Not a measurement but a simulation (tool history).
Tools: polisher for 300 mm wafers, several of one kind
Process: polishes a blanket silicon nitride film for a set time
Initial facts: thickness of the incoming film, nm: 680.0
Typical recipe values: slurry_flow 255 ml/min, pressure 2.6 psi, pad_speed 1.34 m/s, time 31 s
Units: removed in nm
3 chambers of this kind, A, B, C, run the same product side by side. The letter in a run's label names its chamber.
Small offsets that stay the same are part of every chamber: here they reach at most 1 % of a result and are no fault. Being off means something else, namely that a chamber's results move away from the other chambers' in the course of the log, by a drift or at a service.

run,hour,slurry_flow,pressure,pad_speed,time,removed
1C,8.4,255,2.6,1.34,31,41.745
# hour 15.5: chamber C: worn pad replaced by a new one
2B,21.1,255,2.6,1.34,31,41.227
3A,29.9,255,2.6,1.34,31,40.928
4C,38.3,255,2.6,1.34,31,41.234
5A,49.1,255,2.6,1.34,31,40.982
6B,62.1,255,2.6,1.34,31,41.534
# hour 63.3: chamber A: worn pad replaced by a new one
7C,71.3,255,2.6,1.34,31,41.318
8A,78.8,255,2.6,1.34,31,41.203
9B,89.7,255,2.6,1.34,31,41.746
# hour 91.8: chamber B: worn pad replaced by a new one
10C,102.3,255,2.6,1.34,31,41.588
11B,111.5,255,2.6,1.34,31,41.322
12A,122.2,255,2.6,1.34,31,41.858
13B,131.2,255,2.6,1.34,31,40.353
# hour 134: chamber A: worn pad replaced by a new one
14A,141.3,255,2.6,1.34,31,41.554
15C,148.3,255,2.6,1.34,31,41.061
16C,155.1,255,2.6,1.34,31,41.697
# hour 161.7: chamber C: worn pad replaced by a new one
17B,163.2,255,2.6,1.34,31,42.041
18A,170.1,255,2.6,1.34,31,41.028
19C,176.2,255,2.6,0.92,31,30.25
20B,186,255,2.6,0.92,31,29.598

Which is it: a chamber that has drifted or been left off by a service, a gauge drift common to all chambers, or only each chamber's usual small offset? If a chamber is off, name it and its likeliest cause.

Nothing is wrong: each chamber keeps only its own small, steady offset and the gauge holds still.

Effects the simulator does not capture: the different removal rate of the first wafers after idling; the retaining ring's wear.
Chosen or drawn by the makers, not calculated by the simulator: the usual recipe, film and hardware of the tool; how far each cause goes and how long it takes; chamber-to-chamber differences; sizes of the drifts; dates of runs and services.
